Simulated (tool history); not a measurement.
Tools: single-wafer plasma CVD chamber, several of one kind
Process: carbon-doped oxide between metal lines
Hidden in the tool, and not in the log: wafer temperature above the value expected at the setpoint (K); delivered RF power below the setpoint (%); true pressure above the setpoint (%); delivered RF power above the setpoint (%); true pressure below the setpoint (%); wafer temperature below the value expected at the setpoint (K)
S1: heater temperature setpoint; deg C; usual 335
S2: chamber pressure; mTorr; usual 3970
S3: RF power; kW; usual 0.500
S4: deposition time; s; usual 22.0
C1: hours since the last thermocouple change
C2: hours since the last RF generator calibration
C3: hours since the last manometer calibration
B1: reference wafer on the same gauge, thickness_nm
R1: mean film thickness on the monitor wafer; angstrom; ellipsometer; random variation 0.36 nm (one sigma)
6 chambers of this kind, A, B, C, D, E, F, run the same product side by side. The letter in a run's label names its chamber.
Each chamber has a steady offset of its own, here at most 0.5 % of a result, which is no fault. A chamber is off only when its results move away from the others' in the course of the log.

| run | day | S1 | S2 | S3 | S4 | C1 | C2 | C3 | B1 | R1 |
|---|---|---|---|---|---|---|---|---|---|---|
| 1F | 0.183 | 335 | 3970 | 0.500 | 22.0 | 2237.1 | 56.7 | 82.2 | 131.97 | 1147.20 |
| 2B | 0.404 | 335 | 3970 | 0.500 | 22.0 | 1236.2 | 1024.7 | 1960.8 | 132.03 | 1146.00 |
| 3A | 0.688 | 335 | 3970 | 0.500 | 22.0 | 762.2 | 1754.7 | 337.9 | 132.06 | 1144.20 |
| 4E | 0.850 | 335 | 3970 | 0.500 | 22.0 | 201.0 | 397.0 | 163.8 | 131.98 | 1142.10 |
| 5C | 1.208 | 335 | 3970 | 0.500 | 22.0 | 1440.0 | 1105.3 | 999.1 | 131.96 | 1150.60 |
| 6D | 1.412 | 335 | 3970 | 0.500 | 22.0 | 1300.6 | 566.9 | 108.8 | 131.96 | 1140.60 |
|  | 1.508 | chamber B: RF generator calibrated |
| 7C | 1.621 | 335 | 3970 | 0.500 | 22.0 | 1449.9 | 1115.2 | 1009.0 | 131.98 | 1146.70 |
| 8A | 1.888 | 335 | 3970 | 0.500 | 22.0 | 791.0 | 1783.5 | 366.7 | 132.08 | 1150.70 |
|  | 2.083 | chamber D: thermocouple changed; heater temperature recalibrated |
| 9F | 2.138 | 335 | 3970 | 0.500 | 22.0 | 2284.0 | 103.6 | 129.1 | 132.05 | 1151.90 |
| 10B | 2.325 | 335 | 3970 | 0.500 | 22.0 | 1282.3 | 19.6 | 2006.9 | 131.96 | 1144.80 |
| 11E | 2.592 | 335 | 3320 | 0.500 | 18.3 | 242.8 | 438.8 | 205.6 | 132.09 | 931.77 |
| 12D | 2.925 | 335 | 3320 | 0.500 | 18.3 | 20.3 | 603.2 | 145.1 | 131.88 | 938.64 |
| 13D | 3.092 | 335 | 3320 | 0.500 | 18.3 | 24.3 | 607.2 | 149.1 | 131.93 | 933.19 |
| 14F | 3.392 | 335 | 3320 | 0.500 | 18.3 | 2314.1 | 133.7 | 159.2 | 132.06 | 938.75 |
| 15C | 3.617 | 335 | 3320 | 0.500 | 18.3 | 1497.8 | 1163.1 | 1056.9 | 131.94 | 934.47 |
| 16B | 3.988 | 335 | 3320 | 0.500 | 18.3 | 1322.2 | 59.5 | 2046.8 | 132.08 | 932.07 |
| 17A | 4.329 | 335 | 3970 | 0.500 | 22.0 | 849.6 | 1842.1 | 425.3 | 131.98 | 1150.30 |
| 18E | 4.571 | 335 | 3970 | 0.500 | 22.0 | 290.3 | 486.3 | 253.1 | 131.88 | 1147.60 |
| 19A | 4.938 | 335 | 4810 | 0.460 | 22.0 | 864.2 | 1856.7 | 439.9 | 131.99 | 1113.80 |
| 20F | 5.133 | 335 | 4810 | 0.460 | 22.0 | 2355.9 | 175.5 | 201.0 | 132.07 | 1115.50 |
| 21C | 5.412 | 335 | 4810 | 0.460 | 22.0 | 1540.9 | 1206.2 | 1100.0 | 132.00 | 1118.80 |
| 22B | 5.717 | 335 | 4810 | 0.460 | 22.0 | 1363.7 | 101.0 | 2088.3 | 132.07 | 1109.20 |
| 23D | 5.938 | 335 | 4810 | 0.460 | 22.0 | 92.6 | 675.5 | 217.4 | 131.94 | 1120.30 |
| 24E | 6.221 | 335 | 4810 | 0.460 | 22.0 | 329.9 | 525.9 | 292.7 | 131.98 | 1110.00 |
| 25C | 6.533 | 335 | 3970 | 0.500 | 22.0 | 1567.8 | 1233.1 | 1126.9 | 131.94 | 1143.50 |
| 26E | 6.792 | 335 | 3970 | 0.500 | 22.0 | 343.6 | 539.6 | 306.4 | 132.06 | 1135.10 |
| 27F | 7.017 | 335 | 3970 | 0.500 | 22.0 | 2401.1 | 220.7 | 246.2 | 132.08 | 1146.30 |
| 28B | 7.204 | 343 | 3310 | 0.500 | 22.0 | 1399.4 | 136.7 | 2124.0 | 132.05 | 1085.60 |
| 29A | 7.508 | 343 | 3310 | 0.500 | 22.0 | 925.9 | 1918.4 | 501.6 | 132.05 | 1095.10 |
| 30D | 7.767 | 343 | 3310 | 0.500 | 22.0 | 136.5 | 719.4 | 261.3 | 132.00 | 1099.90 |
| 31C | 8.058 | 343 | 3310 | 0.500 | 22.0 | 1604.4 | 1269.7 | 1163.5 | 132.03 | 1088.80 |
| 32F | 8.304 | 343 | 3310 | 0.500 | 22.0 | 2432.0 | 251.6 | 277.1 | 131.95 | 1096.00 |
| 33B | 8.654 | 343 | 3310 | 0.500 | 22.0 | 1434.2 | 171.5 | 2158.8 | 132.07 | 1091.50 |
| 34E | 8.904 | 335 | 3970 | 0.500 | 22.0 | 394.3 | 590.3 | 357.1 | 131.96 | 1143.70 |
| 35A | 9.212 | 335 | 3970 | 0.500 | 22.0 | 966.8 | 1959.3 | 542.5 | 131.92 | 1144.50 |
| 36D | 9.554 | 335 | 3970 | 0.500 | 22.0 | 179.4 | 762.3 | 304.2 | 131.95 | 1150.00 |

Next, every chamber runs the same settings. What will each give?
| 37A | 9.821 | 335 | 4640 | 0.500 | 22.0 |  |  |  |  | ? |
| 37B | 9.821 | 335 | 4640 | 0.500 | 22.0 |  |  |  |  | ? |
| 37C | 9.821 | 335 | 4640 | 0.500 | 22.0 |  |  |  |  | ? |
| 37D | 9.821 | 335 | 4640 | 0.500 | 22.0 |  |  |  |  | ? |
| 37E | 9.821 | 335 | 4640 | 0.500 | 22.0 |  |  |  |  | ? |
| 37F | 9.821 | 335 | 4640 | 0.500 | 22.0 |  |  |  |  | ? |

| run | R1 |
|---|---|
| 37A | 1171.90 |
| 37B | 1163.10 |
| 37C | 1169.20 |
| 37D | 1174.00 |
| 37E | 1159.30 |
| 37F | 1170.60 |

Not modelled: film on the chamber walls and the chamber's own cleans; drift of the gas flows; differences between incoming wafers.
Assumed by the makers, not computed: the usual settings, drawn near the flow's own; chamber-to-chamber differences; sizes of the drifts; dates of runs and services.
